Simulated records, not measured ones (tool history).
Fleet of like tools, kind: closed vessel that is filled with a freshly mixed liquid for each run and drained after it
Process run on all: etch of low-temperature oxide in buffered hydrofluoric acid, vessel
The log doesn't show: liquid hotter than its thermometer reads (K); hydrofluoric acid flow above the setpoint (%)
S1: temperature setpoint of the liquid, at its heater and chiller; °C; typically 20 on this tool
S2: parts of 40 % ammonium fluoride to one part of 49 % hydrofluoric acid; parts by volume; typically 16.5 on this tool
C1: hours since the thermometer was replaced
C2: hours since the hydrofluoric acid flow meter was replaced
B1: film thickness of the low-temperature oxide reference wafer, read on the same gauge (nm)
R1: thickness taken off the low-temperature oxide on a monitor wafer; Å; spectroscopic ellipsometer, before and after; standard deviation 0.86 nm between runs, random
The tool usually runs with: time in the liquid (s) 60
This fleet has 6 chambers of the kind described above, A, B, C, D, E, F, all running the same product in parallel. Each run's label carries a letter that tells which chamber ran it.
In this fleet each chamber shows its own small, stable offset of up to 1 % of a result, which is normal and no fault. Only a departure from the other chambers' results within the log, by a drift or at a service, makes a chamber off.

run 1D hour=9 | S1=20 S2=16.5 time_in_the_liquid_(s)=60 | C1=1895.1 C2=468.5 | B1=89.991 | R1=866.74
run 2E hour=16 | S1=20 S2=16.5 time_in_the_liquid_(s)=60 | C1=1704.7 C2=318.6 | B1=90.005 | R1=862.27
run 3C hour=22.3 | S1=20 S2=16.5 time_in_the_liquid_(s)=60 | C1=44.2 C2=1119.9 | B1=89.982 | R1=865.29
run 4F hour=29 | S1=20 S2=16.5 time_in_the_liquid_(s)=60 | C1=127.4 C2=1853.4 | B1=90.017 | R1=866.37
run 5B hour=40.8 | S1=20 S2=16.5 time_in_the_liquid_(s)=60 | C1=490.7 C2=2148.1 | B1=90.053 | R1=878.79
run 6A hour=50.4 | S1=20 S2=16.5 time_in_the_liquid_(s)=60 | C1=1269.2 C2=1225.4 | B1=90.022 | R1=870.18
run 7B hour=56.8 | S1=24.5 S2=16.5 time_in_the_liquid_(s)=60 | C1=506.7 C2=2164.1 | B1=90.025 | R1=1117.1
run 8D hour=63.4 | S1=24.5 S2=16.5 time_in_the_liquid_(s)=60 | C1=1949.5 C2=522.9 | B1=90.032 | R1=1107.6
run 9A hour=70.5 | S1=24.5 S2=16.5 time_in_the_liquid_(s)=60 | C1=1289.3 C2=1245.5 | B1=90.004 | R1=1129.9
-- hour=77 chamber F: hydrofluoric acid flow meter replaced
run 10F hour=82.1 | S1=24.5 S2=16.5 time_in_the_liquid_(s)=60 | C1=180.5 C2=5.2 | B1=90.015 | R1=1117.7
run 11E hour=94.3 | S1=24.5 S2=16.5 time_in_the_liquid_(s)=60 | C1=1783 C2=396.9 | B1=89.991 | R1=1107
run 12C hour=101.6 | S1=24.5 S2=16.5 time_in_the_liquid_(s)=60 | C1=123.5 C2=1199.2 | B1=90.039 | R1=1127.1
run 13B hour=108.1 | S1=20 S2=16.5 time_in_the_liquid_(s)=60 | C1=558 C2=2215.4 | B1=89.98 | R1=887.47
run 14D hour=119.1 | S1=20 S2=16.5 time_in_the_liquid_(s)=60 | C1=2005.2 C2=578.6 | B1=90.032 | R1=877.47
run 15E hour=130.1 | S1=20 S2=16.5 time_in_the_liquid_(s)=60 | C1=1818.8 C2=432.7 | B1=89.976 | R1=880.15
run 16C hour=136.6 | S1=20 S2=20.5 time_in_the_liquid_(s)=60 | C1=158.5 C2=1234.2 | B1=89.992 | R1=722.58
run 17F hour=146 | S1=20 S2=20.5 time_in_the_liquid_(s)=60 | C1=244.4 C2=69.1 | B1=89.964 | R1=705.49
run 18A hour=159.3 | S1=20 S2=20.5 time_in_the_liquid_(s)=60 | C1=1378.1 C2=1334.3 | B1=90.009 | R1=712.21
run 19C hour=168.3 | S1=20 S2=20.5 time_in_the_liquid_(s)=60 | C1=190.2 C2=1265.9 | B1=89.963 | R1=700.86
run 20D hour=174.4 | S1=20 S2=20.5 time_in_the_liquid_(s)=60 | C1=2060.5 C2=633.9 | B1=90.035 | R1=696.38
run 21B hour=186.3 | S1=20 S2=20.5 time_in_the_liquid_(s)=60 | C1=636.2 C2=2293.6 | B1=89.987 | R1=732.7
run 22E hour=196.4 | S1=20 S2=16.5 time_in_the_liquid_(s)=60 | C1=1885.1 C2=499 | B1=90.017 | R1=871.78
run 23F hour=207.5 | S1=20 S2=16.5 time_in_the_liquid_(s)=60 | C1=305.9 C2=130.6 | B1=90.009 | R1=879.22
run 24A hour=220.8 | S1=20 S2=16.5 time_in_the_liquid_(s)=60 | C1=1439.6 C2=1395.8 | B1=90.017 | R1=880.69
run 25D hour=230.6 | S1=23 S2=22 time_in_the_liquid_(s)=60 | C1=2116.7 C2=690.1 | B1=90.02 | R1=788.27
run 26F hour=240.4 | S1=23 S2=22 time_in_the_liquid_(s)=60 | C1=338.8 C2=163.5 | B1=89.986 | R1=780.38
-- hour=242.7 chamber D: thermometer replaced
run 27A hour=250.3 | S1=23 S2=22 time_in_the_liquid_(s)=60 | C1=1469.1 C2=1425.3 | B1=89.977 | R1=806.72
run 28B hour=258.7 | S1=23 S2=22 time_in_the_liquid_(s)=60 | C1=708.6 C2=2366 | B1=89.988 | R1=874.46
-- hour=262.2 chamber B: hydrofluoric acid flow meter replaced
run 29E hour=266.9 | S1=23 S2=22 time_in_the_liquid_(s)=60 | C1=1955.6 C2=569.5 | B1=90.011 | R1=792.29
run 30C hour=276.9 | S1=23 S2=22 time_in_the_liquid_(s)=60 | C1=298.8 C2=1374.5 | B1=90.061 | R1=799.89
run 31E hour=283.3 | S1=20 S2=16.5 time_in_the_liquid_(s)=60 | C1=1972 C2=585.9 | B1=89.994 | R1=865.79
run 32C hour=289.5 | S1=20 S2=16.5 time_in_the_liquid_(s)=60 | C1=311.4 C2=1387.1 | B1=89.948 | R1=891.79
run 33B hour=296.7 | S1=24.5 S2=16.5 time_in_the_liquid_(s)=45 | C1=746.6 C2=34.6 | B1=90.004 | R1=904.06
run 34F hour=305 | S1=24.5 S2=16.5 time_in_the_liquid_(s)=45 | C1=403.4 C2=228.1 | B1=89.953 | R1=827.05
run 35A hour=318.3 | S1=24.5 S2=16.5 time_in_the_liquid_(s)=45 | C1=1537.1 C2=1493.3 | B1=89.998 | R1=845.43
-- hour=318.8 chamber E: thermometer replaced
run 36D hour=331.6 | S1=24.5 S2=16.5 time_in_the_liquid_(s)=45 | C1=88.9 C2=791.1 | B1=90.024 | R1=828.99
run 37A hour=342.1 | S1=24.5 S2=16.5 time_in_the_liquid_(s)=45 | C1=1560.9 C2=1517.1 | B1=89.978 | R1=848.15
run 38C hour=349.1 | S1=24.5 S2=16.5 time_in_the_liquid_(s)=45 | C1=371 C2=1446.7 | B1=89.959 | R1=854.59
run 39B hour=357 | S1=20 S2=16.5 time_in_the_liquid_(s)=60 | C1=806.9 C2=94.9 | B1=89.968 | R1=976.31
run 40D hour=365 | S1=20 S2=16.5 time_in_the_liquid_(s)=60 | C1=122.3 C2=824.5 | B1=90.032 | R1=883.91
run 41E hour=374.1 | S1=20 S2=22.5 time_in_the_liquid_(s)=75 | C1=55.3 C2=676.7 | B1=89.966 | R1=832.98
run 42F hour=384 | S1=20 S2=22.5 time_in_the_liquid_(s)=75 | C1=482.4 C2=307.1 | B1=89.981 | R1=839.55
run 43E hour=390.8 | S1=20 S2=22.5 time_in_the_liquid_(s)=75 | C1=72 C2=693.4 | B1=89.994 | R1=828.42

Read the log: is a single chamber off, either drifting away or since a service, is the gauge that measures every chamber drifting, or is nothing wrong beyond small per-chamber offsets? Name any odd chamber and what most likely caused it.

Little by little, chamber B moves away from the other chambers.
Likeliest cause: liquid hotter than its thermometer reads (K) = 2.57.

Here are 4 candidates for chamber B's next run, each the usual settings with a change, their results left as question marks. Which one brings its results back in line with what the others give on the usual settings?
To be in line, a result may differ from the other chambers' mean on the usual settings by at most: R1 30 Å
run 44B-1 hour=400.4 | S1=20.5 S2=16 time_in_the_liquid_(s)=65 | R1=?
run 44B-2 hour=400.4 | S1=19.5 S2=17 time_in_the_liquid_(s)=60 | R1=?
run 44B-3 hour=400.4 | S1=20.5 S2=16 time_in_the_liquid_(s)=60 | R1=?
run 44B-4 hour=400.4 | S1=19.5 S2=17 time_in_the_liquid_(s)=55 | R1=?

What the other chambers average on the usual settings: R1 870.88 Å
run=44B-1 R1=1150.5
run=44B-2 R1=945.88
run=44B-3 R1=1062
run=44B-4 R1=867.05
The answer is 44B-4, which returns the chamber to within the allowed miss of the others.
